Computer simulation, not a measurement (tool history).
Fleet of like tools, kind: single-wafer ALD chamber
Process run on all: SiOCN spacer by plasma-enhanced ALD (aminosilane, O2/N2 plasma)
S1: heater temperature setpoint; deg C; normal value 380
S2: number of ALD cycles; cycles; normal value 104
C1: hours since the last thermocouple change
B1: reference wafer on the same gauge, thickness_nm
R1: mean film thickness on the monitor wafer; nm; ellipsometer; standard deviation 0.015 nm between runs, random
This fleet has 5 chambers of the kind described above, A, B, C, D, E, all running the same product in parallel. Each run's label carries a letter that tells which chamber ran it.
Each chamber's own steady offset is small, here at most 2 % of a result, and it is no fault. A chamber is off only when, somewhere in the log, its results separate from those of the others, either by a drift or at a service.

{"run": "1E", "day": 0.371, "S1": 380, "S2": 104, "C1": 659.5, "B1": 5.2734, "R1": 6.311}
{"run": "2C", "day": 0.608, "S1": 380, "S2": 104, "C1": 195.1, "B1": 5.2689, "R1": 6.2281}
{"run": "3D", "day": 0.825, "S1": 380, "S2": 104, "C1": 871.8, "B1": 5.2733, "R1": 6.3099}
{"run": "4B", "day": 1.179, "S1": 380, "S2": 104, "C1": 743.1, "B1": 5.2673, "R1": 6.2909}
{"run": "5A", "day": 1.433, "S1": 380, "S2": 104, "C1": 1100.7, "B1": 5.2729, "R1": 6.1524}
{"run": "6D", "day": 1.762, "S1": 380, "S2": 104, "C1": 894.3, "B1": 5.2708, "R1": 6.3089}
{"run": "7E", "day": 2.158, "S1": 380, "S2": 104, "C1": 702.4, "B1": 5.2729, "R1": 6.3352}
{"run": "8A", "day": 2.396, "S1": 380, "S2": 104, "C1": 1123.8, "B1": 5.2726, "R1": 6.1537}
{"run": "9B", "day": 2.592, "S1": 365, "S2": 104, "C1": 777.0, "B1": 5.2731, "R1": 6.2793}
{"run": "10C", "day": 2.792, "S1": 365, "S2": 104, "C1": 247.5, "B1": 5.2685, "R1": 6.2135}
{"run": "11D", "day": 3.146, "S1": 365, "S2": 104, "C1": 927.5, "B1": 5.2718, "R1": 6.3365}
{"run": "12C", "day": 3.354, "S1": 365, "S2": 104, "C1": 261.0, "B1": 5.2699, "R1": 6.2456}
{"day": 3.667, "done": "chamber A: thermocouple changed; heater temperature recalibrated"}
{"run": "13B", "day": 3.725, "S1": 365, "S2": 104, "C1": 804.2, "B1": 5.2725, "R1": 6.2599}
{"run": "14A", "day": 3.95, "S1": 380, "S2": 104, "C1": 6.9, "B1": 5.2681, "R1": 6.1496}
{"run": "15E", "day": 4.238, "S1": 380, "S2": 104, "C1": 752.3, "B1": 5.269, "R1": 6.3323}
{"run": "16C", "day": 4.583, "S1": 380, "S2": 104, "C1": 290.5, "B1": 5.2683, "R1": 6.2163}
{"run": "17D", "day": 4.971, "S1": 380, "S2": 104, "C1": 971.3, "B1": 5.2734, "R1": 6.2997}
{"run": "18A", "day": 5.158, "S1": 380, "S2": 104, "C1": 35.9, "B1": 5.2701, "R1": 6.1622}
{"run": "19E", "day": 5.408, "S1": 380, "S2": 104, "C1": 780.4, "B1": 5.2674, "R1": 6.3328}
{"run": "20B", "day": 5.592, "S1": 380, "S2": 104, "C1": 849.0, "B1": 5.2716, "R1": 6.2511}
{"run": "21C", "day": 5.95, "S1": 380, "S2": 104, "C1": 323.3, "B1": 5.2704, "R1": 6.2308}
{"run": "22A", "day": 6.146, "S1": 380, "S2": 104, "C1": 59.6, "B1": 5.2708, "R1": 6.188}
{"run": "23B", "day": 6.346, "S1": 380, "S2": 104, "C1": 867.1, "B1": 5.2686, "R1": 6.2747}
{"run": "24E", "day": 6.596, "S1": 380, "S2": 104, "C1": 808.9, "B1": 5.2729, "R1": 6.3099}
{"run": "25D", "day": 6.954, "S1": 380, "S2": 104, "C1": 1018.9, "B1": 5.269, "R1": 6.3258}
{"run": "26A", "day": 7.179, "S1": 380, "S2": 104, "C1": 84.4, "B1": 5.2704, "R1": 6.1955}
{"run": "27C", "day": 7.483, "S1": 380, "S2": 104, "C1": 360.1, "B1": 5.2665, "R1": 6.2188}
{"run": "28D", "day": 7.658, "S1": 380, "S2": 104, "C1": 1035.8, "B1": 5.2704, "R1": 6.3359}
{"run": "29B", "day": 7.921, "S1": 380, "S2": 104, "C1": 904.9, "B1": 5.2709, "R1": 6.2469}
{"run": "30E", "day": 8.183, "S1": 380, "S2": 104, "C1": 847.0, "B1": 5.2703, "R1": 6.3046}
{"run": "31D", "day": 8.546, "S1": 380, "S2": 104, "C1": 1057.1, "B1": 5.2708, "R1": 6.3299}
{"run": "32E", "day": 8.942, "S1": 380, "S2": 104, "C1": 865.2, "B1": 5.27, "R1": 6.3073}
{"run": "33A", "day": 9.212, "S1": 380, "S2": 104, "C1": 133.2, "B1": 5.2669, "R1": 6.182}
{"run": "34B", "day": 9.488, "S1": 380, "S2": 104, "C1": 942.5, "B1": 5.2695, "R1": 6.2796}

One chamber off, gauge drift, or nothing amiss beyond the chambers' own small offsets? If it is a chamber, which one, and what is the likeliest cause?

Neither any chamber nor the gauge drifts; the chambers differ only by their own small, steady offsets.

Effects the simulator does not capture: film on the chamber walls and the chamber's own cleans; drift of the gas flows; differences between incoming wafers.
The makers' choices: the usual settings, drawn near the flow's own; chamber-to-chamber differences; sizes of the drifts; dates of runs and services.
